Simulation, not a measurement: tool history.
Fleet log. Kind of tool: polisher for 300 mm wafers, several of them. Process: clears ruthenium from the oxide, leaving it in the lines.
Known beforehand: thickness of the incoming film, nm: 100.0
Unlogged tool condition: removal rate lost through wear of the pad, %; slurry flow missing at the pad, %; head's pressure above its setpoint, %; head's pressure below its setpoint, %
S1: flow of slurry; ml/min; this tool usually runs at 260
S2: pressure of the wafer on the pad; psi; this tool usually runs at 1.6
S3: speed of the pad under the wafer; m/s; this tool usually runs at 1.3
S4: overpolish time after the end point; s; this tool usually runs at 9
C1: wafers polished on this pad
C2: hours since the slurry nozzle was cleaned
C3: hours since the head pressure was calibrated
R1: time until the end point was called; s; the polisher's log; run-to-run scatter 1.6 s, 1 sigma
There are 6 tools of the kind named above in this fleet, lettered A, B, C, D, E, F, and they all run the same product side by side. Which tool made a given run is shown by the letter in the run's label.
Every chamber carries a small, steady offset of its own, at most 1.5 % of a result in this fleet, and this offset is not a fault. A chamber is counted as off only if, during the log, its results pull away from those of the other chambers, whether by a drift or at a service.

run	day	S1	S2	S3	S4	C1	C2	C3	R1
# day 0.283: chamber B: worn pad replaced by a new one
1F	0.283	260	1.6	1.3	9	96	384.3	275.5	92.419
2D	0.604	260	1.6	1.3	9	663	324	515.9	93.799
3C	1.021	260	1.6	1.3	9	914	226	528.6	92.833
# day 1.112: chamber D: worn pad replaced by a new one
# day 1.171: chamber C: worn pad replaced by a new one
# day 1.333: chamber A: slurry nozzle cleaned
# day 1.383: chamber F: slurry nozzle cleaned
4B	1.412	260	1.6	1.3	9	141	386.4	754.4	95.106
# day 1.933: chamber E: worn pad replaced by a new one
5A	1.942	320	1.2	1.3	9	431	14.6	488.4	122.46
6E	2.475	320	1.2	1.3	9	68	327.7	673.8	121.35
7C	2.771	320	1.2	1.3	9	201	268	570.6	113.22
8B	3.221	320	1.2	1.3	9	368	429.8	797.8	121.31
9E	3.575	320	1.2	1.3	9	206	354.1	700.2	119.19
# day 3.683: chamber C: slurry nozzle cleaned
10D	3.817	320	1.2	1.3	9	339	401.1	593	124.22
# day 3.954: chamber A: worn pad replaced by a new one
11A	4.354	230	1.6	0.98	9	50	72.5	546.3	123.35
12F	4.879	230	1.6	0.98	9	673	83.9	385.8	125.12
# day 5: chamber B: worn pad replaced by a new one
# day 5.046: chamber F: worn pad replaced by a new one
13F	5.208	230	1.6	0.98	9	20	91.8	393.7	125.91
14A	5.492	230	1.6	0.98	9	193	99.8	573.6	121.16
# day 5.825: chamber D: worn pad replaced by a new one
15B	5.929	230	1.6	0.98	9	116	494.8	862.8	121.5
16D	6.35	230	1.6	0.98	9	66	461.9	653.8	128.89
17E	6.771	260	1.6	1.3	9	607	430.8	776.9	92.616
# day 6.908: chamber E: worn pad replaced by a new one
18C	7.025	200	1.6	1.3	11	735	80.3	672.7	93.265
19C	7.325	200	1.6	1.3	11	772	87.5	679.9	91.554
# day 7.433: chamber C: head pressure recalibrated
20A	7.671	200	1.6	1.3	11	466	152.1	625.9	93.711
21E	7.958	200	1.6	1.3	11	132	459.3	805.4	93.642
# day 8.217: chamber C: worn pad replaced by a new one
22B	8.317	200	1.6	1.3	11	416	552.1	920.1	94.393
23D	8.717	200	1.6	1.3	11	363	518.7	710.6	101.25
# day 8.871: chamber B: worn pad replaced by a new one
24F	9.075	260	1.6	1.3	9	505	184.6	486.5	91.676
25D	9.462	260	1.6	1.3	9	456	536.6	728.5	93.147
# day 9.592: chamber A: worn pad replaced by a new one
26A	9.821	260	1.6	1.3	9	29	203.7	677.5	92.582
27C	10.346	260	1.6	1.3	9	267	160	70	90.943
# day 10.658: chamber D: slurry nozzle cleaned
28B	10.825	260	1.6	1.3	9	245	612.3	980.3	92.669
29F	11.208	260	1.6	1.3	9	773	235.8	537.7	92.901
# day 11.308: chamber F: worn pad replaced by a new one
# day 11.4: chamber D: worn pad replaced by a new one
# day 11.562: chamber E: worn pad replaced by a new one
30E	11.562	260	1.6	1.3	9	0	545.8	891.9	90.079
31E	11.925	260	1.6	1.3	9	45	554.5	900.6	90.15
32D	12.246	260	1.6	1.3	9	106	38.1	795.3	102.73
33F	12.604	225	1.6	1.46	9	163	269.3	571.2	83.628
34C	12.858	225	1.6	1.46	9	582	220.3	130.3	82.404
35B	13.262	225	1.6	1.46	9	551	670.8	1038.8	84.228
36A	13.612	225	1.6	1.46	9	504	294.7	768.5	85.244
37D	14.029	225	1.6	1.46	9	330	80.9	838.1	91.876
38F	14.342	225	1.6	1.46	9	381	311	612.9	81.047
39C	14.779	260	1.6	1.3	9	823	266.4	176.4	91.153

For the next run the whole fleet of 6 chambers uses the same settings. Give each chamber's results:
40A	15.171	260	1.6	1.3	9				?
40B	15.171	260	1.6	1.3	9				?
40C	15.171	260	1.6	1.3	9				?
40D	15.171	260	1.6	1.3	9				?
40E	15.171	260	1.6	1.3	9				?
40F	15.171	260	1.6	1.3	9				?

run	R1
40A	89.396
40B	91.427
40C	92.275
40D	105.42
40E	90.419
40F	91.974
